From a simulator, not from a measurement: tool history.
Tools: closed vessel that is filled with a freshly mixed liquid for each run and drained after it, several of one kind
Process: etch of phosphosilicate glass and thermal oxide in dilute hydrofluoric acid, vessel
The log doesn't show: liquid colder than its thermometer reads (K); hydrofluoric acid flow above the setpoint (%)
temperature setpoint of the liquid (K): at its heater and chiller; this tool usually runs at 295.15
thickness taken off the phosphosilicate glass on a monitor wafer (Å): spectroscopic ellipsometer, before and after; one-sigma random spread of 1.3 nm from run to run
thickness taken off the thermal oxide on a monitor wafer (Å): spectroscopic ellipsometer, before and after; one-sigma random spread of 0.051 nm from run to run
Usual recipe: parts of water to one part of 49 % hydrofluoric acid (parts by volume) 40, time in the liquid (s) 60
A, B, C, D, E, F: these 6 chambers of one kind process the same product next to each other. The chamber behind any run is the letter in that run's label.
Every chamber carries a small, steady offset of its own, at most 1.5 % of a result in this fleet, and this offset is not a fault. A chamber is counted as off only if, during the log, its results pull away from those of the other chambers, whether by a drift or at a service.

run     day  temperature setpoint of the liquid (K)  parts of water to one part of 49 % hydrofluoric acid (parts by volume)  time in the liquid (s)  hours since the thermometer was replaced  hours since the hydrofluoric acid flow meter was replaced  read-back film thickness of the phosphosilicate glass reference wafer, read on the same gauge (nm)  read-back film thickness of the thermal oxide reference wafer, read on the same gauge (nm)  thickness taken off the phosphosilicate glass on a monitor wafer (Å)  thickness taken off the thermal oxide on a monitor wafer (Å)
 1B   0.292                                  295.15                                                                      40                      60                                     560.7                                                      888.9                                                                                              119.98                                                                                      130.01                                                               2171.20                                                        73.015
 2C   0.733                                  295.15                                                                      40                      60                                    1063.3                                                      664.1                                                                                              119.98                                                                                      130.00                                                               2179.50                                                        73.182
 3F   1.100                                  295.15                                                                      40                      60                                    1104.3                                                      646.2                                                                                              119.98                                                                                      129.98                                                               2212.80                                                        73.721
 4E   1.671                                  295.15                                                                      40                      60                                    1312.1                                                     1254.4                                                                                              120.01                                                                                      130.00                                                               2190.30                                                        72.158
 5D   2.267                                  295.15                                                                      40                      60                                    1778.0                                                      179.3                                                                                              119.98                                                                                      130.03                                                               2209.20                                                        73.630
      2.483  -- chamber B: hydrofluoric acid flow meter replaced
 6A   2.712                                  295.15                                                                      50                      60                                    2072.1                                                      209.5                                                                                              119.99                                                                                      130.03                                                               1728.80                                                        57.872
 7C   3.108                                  295.15                                                                      50                      60                                    1120.3                                                      721.1                                                                                              119.97                                                                                      130.01                                                               1724.70                                                        57.566
 8A   3.662                                  295.15                                                                      50                      60                                    2094.9                                                      232.3                                                                                              119.94                                                                                      130.02                                                               1696.70                                                        58.499
 9F   3.929                                  295.15                                                                      50                      60                                    1172.2                                                      714.1                                                                                              120.02                                                                                      130.02                                                               1738.80                                                        57.811
10E   4.254                                  295.15                                                                      50                      60                                    1374.1                                                     1316.4                                                                                              119.96                                                                                      130.00                                                               1741.30                                                        57.409
11D   4.562                                  295.15                                                                      50                      60                                    1833.1                                                      234.4                                                                                              120.01                                                                                      130.00                                                               1755.10                                                        58.064
12B   5.075                                  295.15                                                                      40                      60                                     675.5                                                       62.2                                                                                              120.02                                                                                      129.98                                                               2206.20                                                        71.456
13D   5.371                                  295.15                                                                      40                      60                                    1852.5                                                      253.8                                                                                              120.02                                                                                      129.99                                                               2243.00                                                        74.018
14C   5.642                                  295.15                                                                      40                      60                                    1181.1                                                      781.9                                                                                              119.99                                                                                      129.98                                                               2216.60                                                        73.073
15F   6.129                                  295.15                                                                      40                      60                                    1225.0                                                      766.9                                                                                              120.05                                                                                      129.99                                                               2200.90                                                        73.705
16B   6.679                                  295.15                                                                      40                      60                                     714.0                                                      100.7                                                                                              120.00                                                                                      130.00                                                               2192.00                                                        72.897
17A   7.262                                  295.15                                                                      40                      60                                    2181.3                                                      318.7                                                                                              120.02                                                                                      130.00                                                               2150.30                                                        73.942
18E   7.625                                  295.15                                                                      40                      60                                    1455.0                                                     1397.3                                                                                              120.03                                                                                      129.99                                                               2207.60                                                        72.546
19B   8.188                                  295.15                                                                      40                      60                                     750.2                                                      136.9                                                                                              120.03                                                                                      129.99                                                               2207.00                                                        72.919
20F   8.621                                  295.15                                                                      40                      60                                    1284.8                                                      826.7                                                                                              119.99                                                                                      129.98                                                               2183.70                                                        74.028
21A   9.158                                  295.15                                                                      40                      60                                    2226.8                                                      364.2                                                                                              119.96                                                                                      130.03                                                               2168.10                                                        72.643
22E   9.533                                  295.15                                                                      40                      60                                    1500.8                                                     1443.1                                                                                              120.01                                                                                      130.00                                                               2174.60                                                        72.199
23C   9.904                                  295.15                                                                      40                      60                                    1283.4                                                      884.2                                                                                              120.01                                                                                      130.00                                                               2197.30                                                        73.790
24D  10.433                                  295.15                                                                      40                      60                                    1974.0                                                      375.3                                                                                              119.98                                                                                      129.97                                                               2214.50                                                        73.787
25C  10.717                                  295.15                                                                      40                      60                                    1302.9                                                      903.7                                                                                              119.99                                                                                      129.98                                                               2209.40                                                        73.900
26A  10.992                                  295.15                                                                      40                      60                                    2270.8                                                      408.2                                                                                              120.01                                                                                      130.01                                                               2159.10                                                        72.167
27B  11.375                                  295.15                                                                      40                      60                                     826.7                                                      213.4                                                                                              120.01                                                                                      130.00                                                               2195.70                                                        72.261
28E  11.708                                  295.15                                                                      40                      60                                    1553.0                                                     1495.3                                                                                              119.99                                                                                      129.98                                                               2220.30                                                        73.009
     11.983  -- chamber F: thermometer replaced
29F  12.221                                  291.15                                                                      40                      30                                       5.8                                                      913.1                                                                                              120.01                                                                                      130.00                                                                922.21                                                        30.917
30D  12.783                                  291.15                                                                      40                      30                                    2030.4                                                      431.7                                                                                              119.97                                                                                      129.99                                                                934.32                                                        31.267
     12.892  -- chamber A: thermometer replaced
31A  13.208                                  291.15                                                                      40                      30                                       7.7                                                      461.4                                                                                              120.01                                                                                      129.99                                                                912.63                                                        30.925
32B  13.517                                  291.15                                                                      40                      30                                     878.1                                                      264.8                                                                                              120.01                                                                                      130.03                                                                924.11                                                        30.523
33F  14.012                                  291.15                                                                      40                      30                                      48.8                                                      956.1                                                                                              120.00                                                                                      129.97                                                                929.61                                                        31.058
34C  14.450                                  291.15                                                                      40                      30                                    1392.5                                                      993.3                                                                                              120.02                                                                                      130.01                                                                903.74                                                        30.563
35E  15.029                                  295.15                                                                      40                      60                                    1632.7                                                     1575.0                                                                                              120.02                                                                                      130.01                                                               2185.90                                                        72.504
36D  15.512                                  295.15                                                                      40                      60                                    2095.9                                                      497.2                                                                                              120.00                                                                                      129.99                                                               2212.70                                                        73.591
37E  15.846                                  299.15                                                                      30                      60                                    1652.3                                                     1594.6                                                                                              119.99                                                                                      129.99                                                               3507.90                                                       115.550

Does one chamber stand apart from the rest, does the shared gauge drift, or is all well apart from small per-chamber offsets? Give the chamber and the most likely cause, where there is one.

No chamber is off and the gauge is stable; the differences are just each chamber's small, constant offset.
